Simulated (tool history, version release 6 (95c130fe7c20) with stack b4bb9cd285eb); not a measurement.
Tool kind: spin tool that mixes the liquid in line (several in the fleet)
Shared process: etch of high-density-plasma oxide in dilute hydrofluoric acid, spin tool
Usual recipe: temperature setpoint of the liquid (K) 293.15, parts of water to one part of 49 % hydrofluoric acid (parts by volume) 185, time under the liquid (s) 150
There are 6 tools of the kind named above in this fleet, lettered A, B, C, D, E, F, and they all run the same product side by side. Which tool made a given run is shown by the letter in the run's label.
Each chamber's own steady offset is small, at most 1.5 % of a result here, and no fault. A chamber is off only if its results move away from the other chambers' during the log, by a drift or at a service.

run,hour,temperature setpoint of the liquid (K),parts of water to one part of 49 % hydrofluoric acid (parts by volume),time under the liquid (s),"read-back film thickness of the high-density-plasma oxide reference wafer, read on the same gauge (nm)",thickness taken off the high-density-plasma oxide on a monitor wafer (nm)
1D,11.2,293.15,185,150,70.006,4.5649
2C,19.8,293.15,185,150,69.999,4.5606
3B,28.5,293.15,185,150,70.007,4.5497
4E,41.4,293.15,185,150,70.031,4.568
5A,54.1,293.15,185,150,70.04,4.5159
6F,64.8,297.65,145,150,70.013,7.1238
7E,72,297.65,145,150,70.04,7.1688
# hour 72.3: chamber A: thermometer replaced
8A,81.1,297.65,145,150,70.024,7.101
9B,89.3,297.65,145,150,69.968,7.1983
10F,97.7,297.65,145,150,70.004,7.1813
11D,106.6,297.65,145,150,70.017,7.3185
12C,117.1,293.15,185,150,69.973,4.5298
13E,126.7,293.15,185,150,70.006,4.5414
14F,133.3,293.15,185,150,69.958,4.4833
15D,141.3,293.15,185,150,69.968,4.5461
16A,153,293.15,185,150,69.979,4.5262
17B,162.7,293.15,185,150,70.01,4.5321
18C,169.5,293.15,185,150,69.995,4.6146
19F,176.2,293.15,185,150,70.041,4.5518
20A,184.6,293.15,185,150,70.011,4.4966
21E,194.8,293.15,185,150,70.033,4.5124
# hour 202.2: chamber F: hydrofluoric acid flow meter replaced
22D,203.3,293.15,185,150,69.957,4.5903
23B,210.4,293.15,185,150,69.996,4.5668
24C,220.5,293.15,185,150,70.038,4.5171
25C,232.4,293.15,185,100,69.985,3.0439
26A,242.7,293.15,185,100,70.008,2.9858
27B,255.6,293.15,185,100,69.95,3.0153
28E,267.6,293.15,185,100,69.999,3.0328
29D,278.2,293.15,185,100,69.96,3.034
30F,286.7,293.15,185,100,69.957,3.0351
31E,293.1,293.15,185,150,70.032,4.5237
32F,304,293.15,185,150,69.995,4.5205
33A,310.9,293.15,185,150,69.975,4.5164
34B,321.8,293.15,185,150,70.032,4.5349
35C,329.3,293.15,185,150,69.988,4.5734
# hour 334: chamber C: thermometer replaced
# hour 335.3: chamber F: thermometer replaced
36D,340.3,293.15,185,150,69.989,4.5298
37C,352.8,293.15,185,150,69.959,4.5735
38D,358.7,293.15,185,150,70.031,4.5635
39F,365,293.15,185,150,69.983,4.4956
40E,371.5,293.15,185,150,70.001,4.5968
41B,383.1,293.15,185,150,69.976,4.5765

Which is it: a chamber that has drifted or been left off by a service, a gauge drift common to all chambers, or only each chamber's usual small offset? If a chamber is off, name it and its likeliest cause.

No chamber stands off beyond its own small offset, and the gauge holds steady.
